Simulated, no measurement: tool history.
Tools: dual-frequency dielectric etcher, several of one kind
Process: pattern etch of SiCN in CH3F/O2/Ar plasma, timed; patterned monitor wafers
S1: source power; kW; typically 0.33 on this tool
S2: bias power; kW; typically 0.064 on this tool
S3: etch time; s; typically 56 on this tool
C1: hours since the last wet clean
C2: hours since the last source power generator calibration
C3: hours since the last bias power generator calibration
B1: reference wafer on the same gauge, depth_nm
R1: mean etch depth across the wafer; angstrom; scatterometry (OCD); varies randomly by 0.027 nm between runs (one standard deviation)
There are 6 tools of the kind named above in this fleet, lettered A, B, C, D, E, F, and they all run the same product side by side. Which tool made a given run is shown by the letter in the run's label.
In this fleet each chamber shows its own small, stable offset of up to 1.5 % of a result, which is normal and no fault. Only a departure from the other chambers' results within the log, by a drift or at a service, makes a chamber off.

run	day	S1	S2	S3	C1	C2	C3	B1	R1
1A	0.133	0.33	0.064	56	52.9	23.3	1321.6	15.602	188.41
2C	0.321	0.33	0.064	56	231.9	1201.9	2304.7	15.597	185.97
# day 0.388: chamber D: source power generator calibrated
3B	0.442	0.33	0.064	56	340.8	2479	51.2	15.594	185.21
4E	0.567	0.33	0.064	56	226.2	447.8	1051.6	15.592	185.69
5F	0.729	0.33	0.056	56	139.8	745.3	1057.8	15.591	179.37
6D	0.854	0.33	0.056	56	193.7	11.3	3973.3	15.584	179.47
7F	0.95	0.33	0.056	56	145.1	750.6	1063.1	15.588	179.67
8B	1.071	0.33	0.056	56	355.9	2494.1	66.3	15.582	176.93
9A	1.267	0.33	0.056	56	80.1	50.5	1348.8	15.575	180.42
10C	1.379	0.33	0.056	56	257.3	1227.3	2330.1	15.576	177.78
11E	1.512	0.33	0.064	68	248.9	470.5	1074.3	15.569	225.78
12D	1.667	0.33	0.064	68	213.2	30.8	3992.8	15.575	227.4
13D	1.754	0.33	0.064	68	215.3	32.9	3994.9	15.565	227.38
14E	1.879	0.33	0.064	68	257.7	479.3	1083.1	15.564	225.37
15F	2	0.33	0.064	68	170.3	775.8	1088.3	15.56	227.92
16B	2.175	0.33	0.064	68	382.4	2520.6	92.8	15.559	224.87
17A	2.342	0.33	0.064	56	105.9	76.3	1374.6	15.551	188.16
18C	2.492	0.33	0.064	56	284	1254	2356.8	15.547	185.98
19B	2.625	0.27	0.064	68.5	393.2	2531.4	103.6	15.551	208.78
20E	2.792	0.27	0.064	68.5	279.6	501.2	1105	15.545	210.67
21F	2.883	0.27	0.064	68.5	191.5	797	1109.5	15.547	212.47
22D	3.079	0.27	0.064	68.5	247.1	64.7	4026.7	15.54	212.49
23A	3.25	0.27	0.064	68.5	127.7	98.1	1396.4	15.538	213.02
24C	3.367	0.27	0.064	68.5	305	1275	2377.8	15.532	209.99
25E	3.488	0.33	0.064	56	296.3	517.9	1121.7	15.537	185.33
26A	3.575	0.33	0.064	50.5	135.5	105.9	1404.2	15.534	169.46
27D	3.721	0.33	0.064	50.5	262.5	80.1	4042.1	15.525	168.98
28B	3.833	0.33	0.064	50.5	422.2	2560.4	132.6	15.531	166.58
29C	3.954	0.33	0.064	50.5	319.1	1289.1	2391.9	15.527	167.36
30F	4.067	0.33	0.064	50.5	219.9	825.4	1137.9	15.516	169.06
31F	4.196	0.33	0.064	50.5	223	828.5	1141	15.524	169.15
32A	4.333	0.33	0.064	56	153.7	124.1	1422.4	15.525	187.93
33C	4.458	0.33	0.064	56	331.2	1301.2	2404	15.519	184.94
34B	4.583	0.33	0.064	56	440.2	2578.4	150.6	15.52	183.84
35D	4.708	0.25	0.057	56	286.2	103.8	4065.8	15.51	161.8
36E	4.825	0.25	0.057	56	328.4	550	1153.8	15.509	160.22

Next, all 6 chambers run the settings below, one line each with question marks for the results. What does each chamber give?
37A	4.967	0.33	0.064	56					?
37B	4.967	0.33	0.064	56					?
37C	4.967	0.33	0.064	56					?
37D	4.967	0.33	0.064	56					?
37E	4.967	0.33	0.064	56					?
37F	4.967	0.33	0.064	56					?

run	R1
37A	187.24
37B	184.29
37C	185.03
37D	186.85
37E	184.62
37F	187.05
